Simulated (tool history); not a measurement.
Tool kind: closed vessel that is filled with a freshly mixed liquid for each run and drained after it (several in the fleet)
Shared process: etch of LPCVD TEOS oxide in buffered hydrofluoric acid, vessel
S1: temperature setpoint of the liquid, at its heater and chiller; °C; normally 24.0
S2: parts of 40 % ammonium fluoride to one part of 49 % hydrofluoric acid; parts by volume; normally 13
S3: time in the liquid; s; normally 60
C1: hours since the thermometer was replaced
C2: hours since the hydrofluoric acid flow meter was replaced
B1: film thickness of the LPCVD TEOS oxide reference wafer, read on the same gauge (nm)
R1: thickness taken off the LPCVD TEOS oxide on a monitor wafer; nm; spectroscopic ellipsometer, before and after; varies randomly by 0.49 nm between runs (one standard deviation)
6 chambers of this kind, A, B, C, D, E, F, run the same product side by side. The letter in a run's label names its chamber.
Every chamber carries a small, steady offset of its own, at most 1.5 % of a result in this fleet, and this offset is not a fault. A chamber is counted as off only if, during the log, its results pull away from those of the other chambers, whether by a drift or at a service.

run	hour	S1	S2	S3	C1	C2	B1	R1
1E	2.8	24.0	13	60	93.7	23.2	150.02	83.286
2B	6.3	24.0	13	60	316.6	222.9	150.01	84.257
3D	8.3	24.0	13	60	376.4	1175.6	149.98	85.094
4A	11.9	24.0	13	60	591.2	1127.4	149.94	83.629
5C	14.5	24.0	13	60	1232.0	456.7	150.03	82.978
6F	17.5	24.0	13	60	574.6	885.7	150.00	82.838
7C	19.9	24.0	13	60	1237.4	462.1	149.99	83.071
8E	23.5	27.0	13	30	114.4	43.9	149.93	49.688
9B	27.0	27.0	13	30	337.3	243.6	150.00	49.622
10F	30.2	27.0	13	30	587.3	898.4	149.99	48.668
11A	34.4	27.0	13	30	613.7	1149.9	149.95	48.666
12D	37.2	27.0	13	30	405.3	1204.5	149.97	49.501
13E	39.1	27.0	13	30	130.0	59.5	150.01	49.194
14D	42.7	24.0	13	60	410.8	1210.0	150.07	84.318
15C	46.1	24.0	13	60	1263.6	488.3	149.98	83.524
16F	48.1	27.5	16	60	605.2	916.3	150.01	80.440
17B	52.3	27.5	16	60	362.6	268.9	150.00	82.267
18A	54.4	27.5	16	60	633.7	1169.9	150.02	81.366
19D	57.1	27.5	16	60	425.2	1224.4	150.01	83.790
20E	59.6	27.5	16	60	150.5	80.0	150.01	81.493
21F	63.8	27.5	16	60	620.9	932.0	150.04	81.423
22C	65.7	24.0	13	60	1283.2	507.9	150.00	83.611
23A	68.7	24.0	18	60	648.0	1184.2	149.99	60.553
24B	72.7	24.0	18	60	383.0	289.3	150.02	60.390
25F	75.4	24.0	18	60	632.5	943.6	150.02	59.663
26D	77.8	24.0	18	60	445.9	1245.1	150.01	61.463
27C	79.8	24.0	18	60	1297.3	522.0	150.03	60.254
28A	82.3	24.0	18	60	661.6	1197.8	149.95	60.113
29E	86.1	24.0	13	30	177.0	106.5	149.96	41.527
30B	88.0	24.0	13	30	398.3	304.6	150.03	41.898
# hour 90.0: chamber D: hydrofluoric acid flow meter replaced
31B	90.6	24.0	13	30	400.9	307.2	150.00	41.912
32A	93.1	24.0	13	30	672.4	1208.6	150.04	41.068
33E	95.6	24.0	13	30	186.5	116.0	149.99	41.185
34C	98.7	24.0	13	30	1316.2	540.9	150.02	41.436
35F	102.0	24.0	13	60	659.1	970.2	150.02	82.467
36D	104.6	27.0	16	60	472.7	14.6	150.06	80.826
37C	108.5	27.0	16	60	1326.0	550.7	150.00	80.340
38E	111.6	27.0	16	60	202.5	132.0	150.03	80.301
39F	114.2	27.0	16	60	671.3	982.4	149.98	79.109

Does one chamber stand apart from the rest, does the shared gauge drift, or is all well apart from small per-chamber offsets? Give the chamber and the most likely cause, where there is one.

All chambers stay in line apart from their small fixed offsets, and the gauge does not drift.

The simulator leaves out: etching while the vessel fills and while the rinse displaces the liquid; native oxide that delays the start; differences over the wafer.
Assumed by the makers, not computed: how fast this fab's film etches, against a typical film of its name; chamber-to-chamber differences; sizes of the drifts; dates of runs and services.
